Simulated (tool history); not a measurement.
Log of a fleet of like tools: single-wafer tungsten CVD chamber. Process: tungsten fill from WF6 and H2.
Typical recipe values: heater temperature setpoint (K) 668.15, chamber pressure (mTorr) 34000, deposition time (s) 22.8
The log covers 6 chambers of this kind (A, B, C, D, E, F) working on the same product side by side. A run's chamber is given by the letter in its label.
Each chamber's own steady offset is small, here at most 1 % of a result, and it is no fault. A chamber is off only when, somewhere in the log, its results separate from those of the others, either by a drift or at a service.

run,day,heater temperature setpoint (K),chamber pressure (mTorr),deposition time (s),hours since the last thermocouple change,hours since the last manometer calibration,"read-back reference wafer on the same gauge, thickness_nm",mean film thickness on the monitor wafer (Å)
1A,0.333,668.15,34000,22.8,903.3,486.1,57.856,638.26
2F,0.492,668.15,34000,22.8,1563.5,1059.3,57.814,640.19
3B,0.817,668.15,34000,22.8,551.3,24.6,57.757,639.83
4D,1.167,668.15,34000,22.8,1435.2,276.9,57.825,637.98
5C,1.379,668.15,34000,22.8,430.0,2092.7,57.769,638.92
6E,1.583,668.15,34000,22.8,187.3,1627.0,57.834,636.99
7E,1.838,668.15,34000,22.8,193.4,1633.1,57.805,636.53
8D,2.050,668.15,34000,22.8,1456.4,298.1,57.793,637.11
9B,2.229,668.15,34000,22.8,585.2,58.5,57.804,640.88
10F,2.529,668.15,34000,22.8,1612.4,1108.2,57.793,641.85
11C,2.796,668.15,34000,22.8,464.0,2126.7,57.789,638.60
12A,3.108,668.15,34000,22.8,969.9,552.7,57.755,632.78
13F,3.458,668.15,34000,22.8,1634.7,1130.5,57.797,640.03
14D,3.675,668.15,34000,22.8,1495.4,337.1,57.801,635.51
15C,3.888,668.15,34000,22.8,490.2,2152.9,57.789,639.49
16A,4.192,668.15,34000,22.8,995.9,578.7,57.829,633.69
17B,4.467,668.15,34000,22.8,638.9,112.2,57.801,638.78
18E,4.650,668.15,34000,22.8,260.9,1700.6,57.768,636.13
19F,4.938,663.15,34000,20.4,1670.2,1166.0,57.781,517.23
20E,5.167,663.15,34000,20.4,273.3,1713.0,57.806,517.46
21C,5.517,663.15,34000,20.4,529.3,2192.0,57.801,522.57
22B,5.783,663.15,34000,20.4,670.5,143.8,57.805,523.88
23A,6.079,663.15,34000,20.4,1041.2,624.0,57.793,515.66
# day 6.275: chamber F: thermocouple changed; heater temperature recalibrated
24D,6.338,663.15,34000,20.4,1559.3,401.0,57.791,520.30
# day 6.425: chamber D: thermocouple changed; heater temperature recalibrated
25D,6.625,668.15,34000,22.8,4.9,407.9,57.807,625.50
26F,6.804,668.15,34000,22.8,12.7,1210.8,57.779,640.05
27E,7.000,668.15,34000,22.8,317.3,1757.0,57.814,634.68
28A,7.175,656.15,38700,22.8,1067.5,650.3,57.743,537.23
# day 7.375: chamber F: capacitance manometer re-zeroed and calibrated
29C,7.521,656.15,38700,22.8,577.4,2240.1,57.786,541.19
30B,7.775,656.15,38700,22.8,718.3,191.6,57.812,541.21
31A,7.933,656.15,38700,22.8,1085.7,668.5,57.781,537.56
32B,8.129,656.15,38700,22.8,726.8,200.1,57.783,542.33
33C,8.321,656.15,38700,22.8,596.6,2259.3,57.821,544.17
34D,8.529,668.15,34000,22.8,50.6,453.6,57.798,628.17
35E,8.879,668.15,34000,22.8,362.4,1802.1,57.769,637.15
36F,9.171,668.15,34000,22.8,69.5,43.2,57.815,639.00
37E,9.525,668.15,34000,22.8,377.9,1817.6,57.811,636.88
38A,9.808,675.15,28100,22.8,1130.7,713.5,57.795,654.71
39C,10.158,675.15,28100,22.8,640.7,2303.4,57.779,664.77
40D,10.454,675.15,28100,22.8,96.8,499.8,57.808,646.99
41B,10.704,675.15,28100,22.8,788.6,261.9,57.836,663.19
42F,11.000,675.15,28100,22.8,113.4,87.1,57.823,671.00
43D,11.242,675.15,28100,22.8,115.7,518.7,57.810,648.33

One chamber off, gauge drift, or nothing amiss beyond the chambers' own small offsets? If it is a chamber, which one, and what is the likeliest cause?

Chamber D came out of a service off from its peers and stayed that way.
Likeliest cause: wafer temperature below the value expected at the setpoint (K) = 1.22.

Which of the 4 candidates below, each the usual settings with something changed and its results left as question marks, puts chamber D back in line with what the other chambers give on the usual settings?
Allowed miss from the other chambers' usual-settings mean, per result, to count as in line: mean film thickness on the monitor wafer (Å) 6.30
44D-1,11.496,667.15,34000,22.7,,,,?
44D-2,11.496,668.15,33900,22.8,,,,?
44D-3,11.496,669.15,34100,22.9,,,,?
44D-4,11.496,668.15,34400,22.8,,,,?

Usual-settings mean across the other chambers: mean film thickness on the monitor wafer (Å) 638.95
run,mean film thickness on the monitor wafer (Å)
44D-1,610.18
44D-2,623.52
44D-3,639.81
44D-4,627.92
The answer is 44D-3, which returns the chamber to within the allowed miss of the others.
